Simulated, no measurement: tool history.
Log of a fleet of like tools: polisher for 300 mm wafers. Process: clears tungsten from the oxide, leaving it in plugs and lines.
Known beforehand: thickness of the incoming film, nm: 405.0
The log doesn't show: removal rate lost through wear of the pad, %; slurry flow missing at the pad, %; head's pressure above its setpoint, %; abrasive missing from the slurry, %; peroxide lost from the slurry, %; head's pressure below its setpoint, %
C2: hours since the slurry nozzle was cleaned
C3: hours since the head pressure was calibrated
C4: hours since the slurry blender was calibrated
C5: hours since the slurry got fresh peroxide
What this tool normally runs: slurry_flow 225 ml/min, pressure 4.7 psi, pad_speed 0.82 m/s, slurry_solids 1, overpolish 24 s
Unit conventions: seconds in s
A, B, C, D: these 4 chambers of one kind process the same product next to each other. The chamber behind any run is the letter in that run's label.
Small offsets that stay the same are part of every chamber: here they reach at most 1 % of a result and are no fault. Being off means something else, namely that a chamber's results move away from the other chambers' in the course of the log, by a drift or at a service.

Run 1B, hour 2.9: usual settings; wafers polished on this pad 743; C2 109.6; C3 296.8; C4 173.9; C5 73.3. Result: seconds 100.070 s.
At hour 3.1: chamber C: slurry tank refilled with fresh slurry and peroxide.
Run 2A, hour 5.4: usual settings; wafers polished on this pad 874; C2 362.6; C3 189.3; C4 80.3; C5 65.3. Result: seconds 97.994 s.
At hour 7.7: chamber A: worn pad replaced by a new one.
Run 3D, hour 8.2: usual settings; wafers polished on this pad 1380; C2 162.8; C3 129.8; C4 121.1; C5 66.7. Result: seconds 97.339 s.
Run 4C, hour 10.9: usual settings; wafers polished on this pad 236; C2 265.9; C3 810.4; C4 123.6; C5 7.8. Result: seconds 100.110 s.
At hour 13.3: chamber D: worn pad replaced by a new one.
Run 5D, hour 15.6: usual settings but slurry_flow 155 ml/min, pad_speed 0.92 m/s; wafers polished on this pad 12; C2 170.2; C3 137.2; C4 128.5; C5 74.1. Result: seconds 92.957 s.
Run 6C, hour 20.2: usual settings but slurry_flow 155 ml/min, pad_speed 0.92 m/s; wafers polished on this pad 285; C2 275.2; C3 819.7; C4 132.9; C5 17.1. Result: seconds 94.175 s.
Run 7A, hour 23.6: usual settings but slurry_flow 155 ml/min, pad_speed 0.92 m/s; wafers polished on this pad 83; C2 380.8; C3 207.5; C4 98.5; C5 83.5. Result: seconds 92.254 s.
Run 8B, hour 26.5: usual settings but slurry_flow 155 ml/min, pad_speed 0.92 m/s; wafers polished on this pad 867; C2 133.2; C3 320.4; C4 197.5; C5 96.9. Result: seconds 92.818 s.
Run 9C, hour 29.0: usual settings; wafers polished on this pad 332; C2 284.0; C3 828.5; C4 141.7; C5 25.9. Result: seconds 100.490 s.
Run 10A, hour 31.5: usual settings; wafers polished on this pad 125; C2 388.7; C3 215.4; C4 106.4; C5 91.4. Result: seconds 98.139 s.
Run 11D, hour 36.0: usual settings; wafers polished on this pad 119; C2 190.6; C3 157.6; C4 148.9; C5 94.5. Result: seconds 100.050 s.
Run 12B, hour 38.5: usual settings; wafers polished on this pad 931; C2 145.2; C3 332.4; C4 209.5; C5 108.9. Result: seconds 98.043 s.
Run 13D, hour 42.3: usual settings but pressure 4.0 psi, overpolish 35 s; wafers polished on this pad 153; C2 196.9; C3 163.9; C4 155.2; C5 100.8. Result: seconds 117.200 s.
Run 14A, hour 44.7: usual settings but pressure 4.0 psi, overpolish 35 s; wafers polished on this pad 195; C2 401.9; C3 228.6; C4 119.6; C5 104.6. Result: seconds 115.890 s.
At hour 48.3: chamber C: slurry nozzle cleaned.
Run 15B, hour 48.6: usual settings but pressure 4.0 psi, overpolish 35 s; wafers polished on this pad 984; C2 155.3; C3 342.5; C4 219.6; C5 119.0. Result: seconds 116.240 s.
Run 16C, hour 52.1: usual settings but pressure 4.0 psi, overpolish 35 s; wafers polished on this pad 453; C2 3.9; C3 851.6; C4 164.8; C5 49.0. Result: seconds 116.910 s.
Run 17D, hour 54.3: usual settings; wafers polished on this pad 216; C2 208.9; C3 175.9; C4 167.2; C5 112.8. Result: seconds 101.040 s.
Run 18A, hour 56.4: usual settings but overpolish 37 s; wafers polished on this pad 256; C2 413.6; C3 240.3; C4 131.3; C5 116.3. Result: seconds 100.700 s.
Run 19C, hour 61.1: usual settings but overpolish 37 s; wafers polished on this pad 501; C2 12.9; C3 860.6; C4 173.8; C5 58.0. Result: seconds 99.653 s.
At hour 63.8: chamber B: worn pad replaced by a new one.
Run 20B, hour 64.3: usual settings but overpolish 37 s; wafers polished on this pad 2; C2 171.0; C3 358.2; C4 235.3; C5 134.7. Result: seconds 97.279 s.
Run 21D, hour 67.8: usual settings but overpolish 37 s; wafers polished on this pad 287; C2 222.4; C3 189.4; C4 180.7; C5 126.3. Result: seconds 106.320 s.
At hour 68.2: chamber B: slurry blender recalibrated.
Run 22B, hour 70.4: usual settings; wafers polished on this pad 34; C2 177.1; C3 364.3; C4 2.3; C5 140.8. Result: seconds 98.671 s.
Run 23C, hour 74.2: usual settings; wafers polished on this pad 570; C2 26.0; C3 873.7; C4 186.9; C5 71.1. Result: seconds 99.444 s.
Run 24A, hour 77.8: usual settings; wafers polished on this pad 369; C2 435.0; C3 261.7; C4 152.7; C5 137.7. Result: seconds 96.861 s.
At hour 77.9: chamber C: slurry tank refilled with fresh slurry and peroxide.
Run 25A, hour 81.3: usual settings; wafers polished on this pad 387; C2 438.5; C3 265.2; C4 156.2; C5 141.2. Result: seconds 98.970 s.
Run 26B, hour 85.9: usual settings but pressure 5.4 psi, pad_speed 1.06 m/s; wafers polished on this pad 116; C2 192.6; C3 379.8; C4 17.8; C5 156.3. Result: seconds 68.049 s.
Run 27D, hour 89.4: usual settings but pressure 5.4 psi, pad_speed 1.06 m/s; wafers polished on this pad 401; C2 244.0; C3 211.0; C4 202.3; C5 147.9. Result: seconds 70.218 s.
At hour 90.5: chamber A: slurry tank refilled with fresh slurry and peroxide.
Run 28C, hour 93.0: usual settings but pressure 5.4 psi, pad_speed 1.06 m/s; wafers polished on this pad 669; C2 44.8; C3 892.5; C4 205.7; C5 15.1. Result: seconds 66.274 s.
Run 29B, hour 96.7: usual settings but pressure 5.4 psi, pad_speed 1.06 m/s; wafers polished on this pad 173; C2 203.4; C3 390.6; C4 28.6; C5 167.1. Result: seconds 66.621 s.
Run 30C, hour 99.2: usual settings; wafers polished on this pad 701; C2 51.0; C3 898.7; C4 211.9; C5 21.3. Result: seconds 101.880 s.
Run 31A, hour 102.1: usual settings; wafers polished on this pad 497; C2 459.3; C3 286.0; C4 177.0; C5 11.6. Result: seconds 100.280 s.
Run 32D, hour 104.3: usual settings; wafers polished on this pad 479; C2 258.9; C3 225.9; C4 217.2; C5 162.8. Result: seconds 108.930 s.

Read the log: is a single chamber off, either drifting away or since a service, is the gauge that measures every chamber drifting, or is nothing wrong beyond small per-chamber offsets? Name any odd chamber and what most likely caused it.

One chamber, D, drifts off from the rest bit by bit.
What lies behind it: head's pressure below its setpoint, % = 9.35.
With only this log, it may be confused with: removal rate lost through wear of the pad, %; abrasive missing from the slurry, %; peroxide lost from the slurry, %.

Below are 4 candidate recipes for chamber D's next run, each the usual settings with a change, their results shown as question marks. Which of them brings D's results back in line with what the other chambers give on the usual settings?
To be in line, a result may differ from the other chambers' mean on the usual settings by at most: seconds 4.000 s
Run 33D-1, hour 107.8: usual settings but slurry_flow 185 ml/min. Result: seconds ?.
Run 33D-2, hour 107.8: usual settings but pressure 4.8 psi. Result: seconds ?.
Run 33D-3, hour 107.8: usual settings but pressure 4.5 psi, pad_speed 0.78 m/s. Result: seconds ?.
Run 33D-4, hour 107.8: usual settings but pressure 4.9 psi, pad_speed 0.86 m/s. Result: seconds ?.

The other chambers' mean on the usual settings: seconds 99.447 s
  run  seconds
33D-1  111.880
33D-2  106.820
33D-3  119.880
33D-4   99.754
33D-4 puts the chamber back in line with the other chambers.

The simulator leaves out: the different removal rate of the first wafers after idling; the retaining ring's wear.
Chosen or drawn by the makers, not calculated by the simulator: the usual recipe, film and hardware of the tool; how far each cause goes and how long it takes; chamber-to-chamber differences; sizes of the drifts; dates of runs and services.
